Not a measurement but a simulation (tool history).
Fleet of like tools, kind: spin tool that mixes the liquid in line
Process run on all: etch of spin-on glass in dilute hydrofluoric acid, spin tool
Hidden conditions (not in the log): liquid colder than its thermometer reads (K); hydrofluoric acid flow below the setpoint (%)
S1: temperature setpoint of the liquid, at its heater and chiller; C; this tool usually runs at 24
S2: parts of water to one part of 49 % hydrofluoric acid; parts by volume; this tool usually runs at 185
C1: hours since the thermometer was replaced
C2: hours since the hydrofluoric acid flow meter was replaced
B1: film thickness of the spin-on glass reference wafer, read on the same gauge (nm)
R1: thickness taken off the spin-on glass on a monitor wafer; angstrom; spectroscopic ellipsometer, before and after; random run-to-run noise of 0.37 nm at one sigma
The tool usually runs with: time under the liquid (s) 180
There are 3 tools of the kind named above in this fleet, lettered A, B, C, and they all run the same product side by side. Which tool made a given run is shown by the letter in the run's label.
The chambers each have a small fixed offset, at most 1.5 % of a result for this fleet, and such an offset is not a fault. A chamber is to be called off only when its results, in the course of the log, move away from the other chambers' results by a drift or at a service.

run 1A hour=8.0 | S1=24 S2=185 time_under_the_liquid_(s)=180 | C1=1820.7 C2=773.7 | B1=110.03 | R1=373.44
run 2C hour=15.7 | S1=24 S2=185 time_under_the_liquid_(s)=180 | C1=459.0 C2=1677.8 | B1=109.99 | R1=375.55
run 3B hour=20.3 | S1=24 S2=185 time_under_the_liquid_(s)=180 | C1=761.2 C2=1769.0 | B1=110.00 | R1=371.13
run 4B hour=25.1 | S1=24 S2=185 time_under_the_liquid_(s)=180 | C1=766.0 C2=1773.8 | B1=110.01 | R1=372.68
run 5C hour=30.0 | S1=24 S2=185 time_under_the_liquid_(s)=180 | C1=473.3 C2=1692.1 | B1=110.02 | R1=372.36
run 6A hour=37.3 | S1=24 S2=185 time_under_the_liquid_(s)=180 | C1=1850.0 C2=803.0 | B1=110.01 | R1=373.73
run 7B hour=45.0 | S1=24 S2=185 time_under_the_liquid_(s)=180 | C1=785.9 C2=1793.7 | B1=110.00 | R1=370.72
run 8C hour=52.9 | S1=24 S2=150 time_under_the_liquid_(s)=110 | C1=496.2 C2=1715.0 | B1=110.00 | R1=289.75
run 9A hour=60.8 | S1=24 S2=150 time_under_the_liquid_(s)=110 | C1=1873.5 C2=826.5 | B1=110.01 | R1=300.33
run 10B hour=68.2 | S1=24 S2=150 time_under_the_liquid_(s)=110 | C1=809.1 C2=1816.9 | B1=110.04 | R1=290.17
run 11C hour=75.8 | S1=24 S2=185 time_under_the_liquid_(s)=180 | C1=519.1 C2=1737.9 | B1=110.01 | R1=372.60
run 12A hour=85.1 | S1=24 S2=185 time_under_the_liquid_(s)=180 | C1=1897.8 C2=850.8 | B1=109.95 | R1=378.29
run 13B hour=95.0 | S1=24 S2=185 time_under_the_liquid_(s)=180 | C1=835.9 C2=1843.7 | B1=109.99 | R1=374.37
run 14C hour=104.1 | S1=24 S2=185 time_under_the_liquid_(s)=180 | C1=547.4 C2=1766.2 | B1=109.99 | R1=376.59
run 15A hour=114.0 | S1=24 S2=185 time_under_the_liquid_(s)=180 | C1=1926.7 C2=879.7 | B1=109.99 | R1=371.07
run 16B hour=119.5 | S1=24 S2=185 time_under_the_liquid_(s)=180 | C1=860.4 C2=1868.2 | B1=110.01 | R1=371.38
-- hour=120.6 chamber B: thermometer replaced
run 17A hour=127.8 | S1=24 S2=255 time_under_the_liquid_(s)=95 | C1=1940.5 C2=893.5 | B1=109.98 | R1=132.72
run 18C hour=133.4 | S1=24 S2=255 time_under_the_liquid_(s)=95 | C1=576.7 C2=1795.5 | B1=109.96 | R1=134.58
run 19A hour=138.7 | S1=24 S2=255 time_under_the_liquid_(s)=95 | C1=1951.4 C2=904.4 | B1=110.01 | R1=129.64
run 20C hour=147.4 | S1=24 S2=185 time_under_the_liquid_(s)=180 | C1=590.7 C2=1809.5 | B1=109.94 | R1=374.93
run 21B hour=155.5 | S1=24 S2=185 time_under_the_liquid_(s)=180 | C1=35.0 C2=1904.2 | B1=109.98 | R1=374.63
run 22B hour=160.7 | S1=24 S2=185 time_under_the_liquid_(s)=180 | C1=40.2 C2=1909.4 | B1=110.01 | R1=378.15
run 23A hour=169.6 | S1=24 S2=185 time_under_the_liquid_(s)=180 | C1=1982.3 C2=935.3 | B1=110.00 | R1=363.04
run 24C hour=174.0 | S1=24 S2=185 time_under_the_liquid_(s)=180 | C1=617.3 C2=1836.1 | B1=109.96 | R1=370.60
run 25B hour=181.6 | S1=24 S2=185 time_under_the_liquid_(s)=180 | C1=61.1 C2=1930.3 | B1=110.00 | R1=365.39
run 26A hour=190.5 | S1=24 S2=185 time_under_the_liquid_(s)=180 | C1=2003.2 C2=956.2 | B1=110.03 | R1=350.75
run 27C hour=195.6 | S1=24 S2=185 time_under_the_liquid_(s)=180 | C1=638.9 C2=1857.7 | B1=110.01 | R1=375.05
run 28C hour=203.1 | S1=24 S2=185 time_under_the_liquid_(s)=180 | C1=646.4 C2=1865.2 | B1=109.99 | R1=371.19
run 29B hour=209.3 | S1=24 S2=185 time_under_the_liquid_(s)=180 | C1=88.8 C2=1958.0 | B1=110.03 | R1=370.41
run 30A hour=217.8 | S1=24 S2=185 time_under_the_liquid_(s)=180 | C1=2030.5 C2=983.5 | B1=110.04 | R1=348.44
run 31A hour=226.9 | S1=24 S2=185 time_under_the_liquid_(s)=180 | C1=2039.6 C2=992.6 | B1=109.99 | R1=352.17
run 32C hour=235.8 | S1=24 S2=185 time_under_the_liquid_(s)=180 | C1=679.1 C2=1897.9 | B1=109.99 | R1=368.39
run 33B hour=243.3 | S1=24 S2=185 time_under_the_liquid_(s)=180 | C1=122.8 C2=1992.0 | B1=109.99 | R1=374.01
run 34B hour=249.9 | S1=24 S2=185 time_under_the_liquid_(s)=180 | C1=129.4 C2=1998.6 | B1=110.02 | R1=365.09
run 35C hour=259.8 | S1=24 S2=185 time_under_the_liquid_(s)=180 | C1=703.1 C2=1921.9 | B1=110.00 | R1=371.73

For the next run the whole fleet of 3 chambers uses the same settings. Give each chamber's results:
run 36A hour=267.0 | S1=24 S2=185 time_under_the_liquid_(s)=180 | R1=?
run 36B hour=267.0 | S1=24 S2=185 time_under_the_liquid_(s)=180 | R1=?
run 36C hour=267.0 | S1=24 S2=185 time_under_the_liquid_(s)=180 | R1=?

run=36A R1=346.46
run=36B R1=364.67
run=36C R1=368.19

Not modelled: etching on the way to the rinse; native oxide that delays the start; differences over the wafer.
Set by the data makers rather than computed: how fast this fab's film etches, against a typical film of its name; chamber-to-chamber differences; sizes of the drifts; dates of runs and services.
